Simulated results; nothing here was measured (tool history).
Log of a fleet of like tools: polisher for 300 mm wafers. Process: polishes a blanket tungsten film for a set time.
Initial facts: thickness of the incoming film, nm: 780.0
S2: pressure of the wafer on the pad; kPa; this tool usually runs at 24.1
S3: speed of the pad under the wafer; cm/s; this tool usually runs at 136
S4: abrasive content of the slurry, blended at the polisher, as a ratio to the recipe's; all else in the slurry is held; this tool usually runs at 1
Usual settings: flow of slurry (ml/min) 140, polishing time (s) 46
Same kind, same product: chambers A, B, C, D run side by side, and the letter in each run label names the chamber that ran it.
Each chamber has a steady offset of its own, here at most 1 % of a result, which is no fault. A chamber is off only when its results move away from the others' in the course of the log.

run 1B day=0.421 | flow_of_slurry_(ml/min)=140 S2=24.1 S3=136 S4=1 polishing_time_(s)=46 | film_removed_(Å)=2235.2
run 2D day=0.625 | flow_of_slurry_(ml/min)=140 S2=24.1 S3=136 S4=1 polishing_time_(s)=46 | film_removed_(Å)=2290.1
run 3A day=1.033 | flow_of_slurry_(ml/min)=140 S2=24.1 S3=136 S4=1 polishing_time_(s)=46 | film_removed_(Å)=2240.9
-- day=1.05 chamber C: worn pad replaced by a new one
-- day=1.15 chamber B: worn pad replaced by a new one
-- day=1.267 chamber D: worn pad replaced by a new one
run 4C day=1.362 | flow_of_slurry_(ml/min)=140 S2=24.1 S3=136 S4=1 polishing_time_(s)=46 | film_removed_(Å)=2319.4
run 5B day=1.558 | flow_of_slurry_(ml/min)=140 S2=24.1 S3=136 S4=1 polishing_time_(s)=46 | film_removed_(Å)=2223.4
-- day=1.571 chamber D: slurry tank refilled with fresh slurry and peroxide
run 6D day=1.854 | flow_of_slurry_(ml/min)=140 S2=24.1 S3=136 S4=1 polishing_time_(s)=46 | film_removed_(Å)=2272
-- day=1.896 chamber A: worn pad replaced by a new one
run 7C day=2.121 | flow_of_slurry_(ml/min)=140 S2=24.1 S3=136 S4=1 polishing_time_(s)=46 | film_removed_(Å)=2297.1
run 8A day=2.371 | flow_of_slurry_(ml/min)=140 S2=24.1 S3=136 S4=1 polishing_time_(s)=46 | film_removed_(Å)=2232.8
-- day=2.467 chamber C: head pressure recalibrated
run 9A day=2.721 | flow_of_slurry_(ml/min)=140 S2=24.1 S3=136 S4=1 polishing_time_(s)=46 | film_removed_(Å)=2303.1
run 10B day=3.058 | flow_of_slurry_(ml/min)=140 S2=24.1 S3=136 S4=1 polishing_time_(s)=46 | film_removed_(Å)=2224.7
-- day=3.421 chamber D: worn pad replaced by a new one
run 11C day=3.425 | flow_of_slurry_(ml/min)=140 S2=24.1 S3=136 S4=1 polishing_time_(s)=46 | film_removed_(Å)=2244.8
run 12D day=3.821 | flow_of_slurry_(ml/min)=140 S2=24.1 S3=136 S4=1 polishing_time_(s)=46 | film_removed_(Å)=2231.8
-- day=3.875 chamber D: slurry nozzle cleaned
run 13D day=4.125 | flow_of_slurry_(ml/min)=140 S2=24.1 S3=136 S4=1 polishing_time_(s)=46 | film_removed_(Å)=2229.8
-- day=4.212 chamber C: worn pad replaced by a new one
-- day=4.404 chamber A: worn pad replaced by a new one
-- day=4.429 chamber A: slurry tank refilled with fresh slurry and peroxide
-- day=4.521 chamber D: slurry tank refilled with fresh slurry and peroxide
run 14B day=4.55 | flow_of_slurry_(ml/min)=140 S2=24.1 S3=136 S4=1 polishing_time_(s)=46 | film_removed_(Å)=2230.9
run 15C day=4.871 | flow_of_slurry_(ml/min)=140 S2=24.1 S3=136 S4=1 polishing_time_(s)=46 | film_removed_(Å)=2209.9
-- day=5.025 chamber D: slurry blender recalibrated
run 16A day=5.162 | flow_of_slurry_(ml/min)=140 S2=24.1 S3=136 S4=0.75 polishing_time_(s)=31 | film_removed_(Å)=1427.7
run 17C day=5.471 | flow_of_slurry_(ml/min)=140 S2=24.1 S3=136 S4=0.75 polishing_time_(s)=31 | film_removed_(Å)=1380.5
run 18A day=5.729 | flow_of_slurry_(ml/min)=140 S2=24.1 S3=136 S4=0.75 polishing_time_(s)=31 | film_removed_(Å)=1415.7
-- day=5.85 chamber D: worn pad replaced by a new one
-- day=6.025 chamber B: worn pad replaced by a new one
run 19B day=6.117 | flow_of_slurry_(ml/min)=140 S2=24.1 S3=136 S4=0.75 polishing_time_(s)=31 | film_removed_(Å)=1403
run 20D day=6.362 | flow_of_slurry_(ml/min)=140 S2=24.1 S3=136 S4=1 polishing_time_(s)=46 | film_removed_(Å)=2256.3
-- day=6.738 chamber A: worn pad replaced by a new one
run 21A day=6.762 | flow_of_slurry_(ml/min)=140 S2=24.1 S3=136 S4=1 polishing_time_(s)=46 | film_removed_(Å)=2271.9
-- day=6.888 chamber B: slurry tank refilled with fresh slurry and peroxide
-- day=7.175 chamber D: slurry tank refilled with fresh slurry and peroxide
run 22D day=7.188 | flow_of_slurry_(ml/min)=140 S2=27.6 S3=136 S4=1 polishing_time_(s)=46 | film_removed_(Å)=2626
-- day=7.367 chamber C: worn pad replaced by a new one
run 23C day=7.512 | flow_of_slurry_(ml/min)=140 S2=27.6 S3=136 S4=1 polishing_time_(s)=46 | film_removed_(Å)=2396.7
run 24B day=7.892 | flow_of_slurry_(ml/min)=140 S2=27.6 S3=136 S4=1 polishing_time_(s)=46 | film_removed_(Å)=2544.2
-- day=7.917 chamber D: worn pad replaced by a new one
run 25D day=8.171 | flow_of_slurry_(ml/min)=140 S2=27.6 S3=136 S4=1 polishing_time_(s)=46 | film_removed_(Å)=2633
run 26A day=8.433 | flow_of_slurry_(ml/min)=140 S2=24.1 S3=136 S4=1 polishing_time_(s)=46 | film_removed_(Å)=2270.7
run 27B day=8.862 | flow_of_slurry_(ml/min)=140 S2=24.1 S3=136 S4=1 polishing_time_(s)=46 | film_removed_(Å)=2234.1
-- day=8.879 chamber A: slurry tank refilled with fresh slurry and peroxide
run 28C day=9.129 | flow_of_slurry_(ml/min)=175 S2=24.1 S3=136 S4=1 polishing_time_(s)=46 | film_removed_(Å)=2159.3
-- day=9.167 chamber A: worn pad replaced by a new one
run 29D day=9.358 | flow_of_slurry_(ml/min)=175 S2=24.1 S3=136 S4=1 polishing_time_(s)=46 | film_removed_(Å)=2370.8
-- day=9.696 chamber B: slurry blender recalibrated
run 30C day=9.721 | flow_of_slurry_(ml/min)=175 S2=24.1 S3=136 S4=1 polishing_time_(s)=46 | film_removed_(Å)=2152.7
-- day=9.879 chamber A: slurry nozzle cleaned
-- day=9.9 chamber D: slurry tank refilled with fresh slurry and peroxide
run 31B day=9.942 | flow_of_slurry_(ml/min)=175 S2=24.1 S3=136 S4=1 polishing_time_(s)=46 | film_removed_(Å)=2317.9
-- day=10.104 chamber D: worn pad replaced by a new one
run 32A day=10.254 | flow_of_slurry_(ml/min)=140 S2=27.6 S3=136 S4=1 polishing_time_(s)=36 | film_removed_(Å)=2022
run 33D day=10.471 | flow_of_slurry_(ml/min)=140 S2=27.6 S3=136 S4=1 polishing_time_(s)=36 | film_removed_(Å)=2042.3

Does one chamber stand apart from the rest, does the shared gauge drift, or is all well apart from small per-chamber offsets? Give the chamber and the most likely cause, where there is one.

One chamber, C, drifts off from the rest bit by bit.
Most likely cause: peroxide lost from the slurry, % = 24.4.
The log may not tell that from: slurry flow missing at the pad, %; abrasive missing from the slurry, %.

Which of the 4 candidates below, each the usual settings with something changed and its results left as question marks, puts chamber C back in line with what the other chambers give on the usual settings?
In line here means within this much of the mean the other chambers give on the usual settings: film removed (Å) 97
run 34C-1 day=10.8 | flow_of_slurry_(ml/min)=135 S2=24.1 S3=122 S4=1 polishing_time_(s)=41 | film_removed_(Å)=?
run 34C-2 day=10.8 | flow_of_slurry_(ml/min)=140 S2=24.8 S3=140 S4=1 polishing_time_(s)=48 | film_removed_(Å)=?
run 34C-3 day=10.8 | flow_of_slurry_(ml/min)=140 S2=24.1 S3=166 S4=1 polishing_time_(s)=46 | film_removed_(Å)=?
run 34C-4 day=10.8 | flow_of_slurry_(ml/min)=140 S2=23.4 S3=132 S4=1 polishing_time_(s)=44 | film_removed_(Å)=?

Average result of the remaining chambers running the usual settings: film removed (Å) 2260.5
run=34C-1 film_removed_(Å)=1624.1
run=34C-2 film_removed_(Å)=2264
run=34C-3 film_removed_(Å)=2505.9
run=34C-4 film_removed_(Å)=1846.1
34C-2 puts the chamber back in line with the other chambers.
